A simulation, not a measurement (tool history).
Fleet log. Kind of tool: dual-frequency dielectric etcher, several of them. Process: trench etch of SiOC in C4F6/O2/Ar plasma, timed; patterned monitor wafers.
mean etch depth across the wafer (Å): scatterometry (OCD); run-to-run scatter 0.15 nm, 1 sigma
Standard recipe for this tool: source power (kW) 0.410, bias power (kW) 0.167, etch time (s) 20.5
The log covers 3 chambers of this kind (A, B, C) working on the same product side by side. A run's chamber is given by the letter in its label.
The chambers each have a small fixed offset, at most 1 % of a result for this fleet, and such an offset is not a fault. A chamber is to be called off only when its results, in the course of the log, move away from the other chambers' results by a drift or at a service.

run,hour,source power (kW),bias power (kW),etch time (s),"read-back reference wafer on the same gauge, depth_nm",mean etch depth across the wafer (Å)
1C,11.0,0.410,0.167,20.5,40.839,421.05
2B,21.1,0.410,0.167,20.5,40.815,422.42
3A,35.6,0.410,0.167,20.5,40.836,422.89
4C,46.1,0.410,0.167,20.5,40.787,419.75
5B,58.8,0.410,0.167,20.5,40.821,421.95
6A,68.1,0.410,0.167,20.5,40.770,419.25
# hour 76.4: chamber B: wet clean of the chamber
7C,82.8,0.410,0.167,20.5,40.786,418.24
8A,91.6,0.410,0.167,20.5,40.778,422.37
9B,99.6,0.410,0.167,20.5,40.794,421.63
10C,107.0,0.410,0.167,20.5,40.791,422.44
# hour 111.0: chamber A: source power generator calibrated
11B,122.0,0.410,0.167,20.5,40.768,422.78
12A,133.3,0.410,0.167,20.5,40.795,422.31
13C,147.6,0.410,0.167,26.0,40.791,532.69
# hour 147.8: chamber C: wet clean of the chamber
14A,161.3,0.410,0.167,26.0,40.815,532.60
15B,176.7,0.410,0.167,26.0,40.809,537.16
16C,184.1,0.410,0.167,20.5,40.795,402.14
17A,197.1,0.410,0.167,20.5,40.810,419.14
18B,210.6,0.410,0.167,20.5,40.812,421.07
19B,224.0,0.410,0.167,20.5,40.804,424.27
20C,234.5,0.410,0.167,20.5,40.810,397.54
21A,249.3,0.410,0.167,20.5,40.794,419.08
22C,261.3,0.410,0.167,20.5,40.806,401.57
23B,268.9,0.410,0.167,20.5,40.813,423.13
24A,278.2,0.410,0.167,20.5,40.778,418.78
25A,291.7,0.370,0.167,26.0,40.795,511.62
26C,299.3,0.370,0.167,26.0,40.765,485.64
27B,313.2,0.370,0.167,26.0,40.845,514.02
28C,320.4,0.410,0.167,20.5,40.807,399.26
29B,334.8,0.410,0.167,20.5,40.801,420.13
30A,349.8,0.410,0.167,20.5,40.833,422.15
31C,357.4,0.410,0.167,20.5,40.797,401.34

Next, all 3 chambers run the settings below, one line each with question marks for the results. What does each chamber give?
32A,369.0,0.410,0.167,20.5,,?
32B,369.0,0.410,0.167,20.5,,?
32C,369.0,0.410,0.167,20.5,,?

run,mean etch depth across the wafer (Å)
32A,421.30
32B,423.96
32C,398.11

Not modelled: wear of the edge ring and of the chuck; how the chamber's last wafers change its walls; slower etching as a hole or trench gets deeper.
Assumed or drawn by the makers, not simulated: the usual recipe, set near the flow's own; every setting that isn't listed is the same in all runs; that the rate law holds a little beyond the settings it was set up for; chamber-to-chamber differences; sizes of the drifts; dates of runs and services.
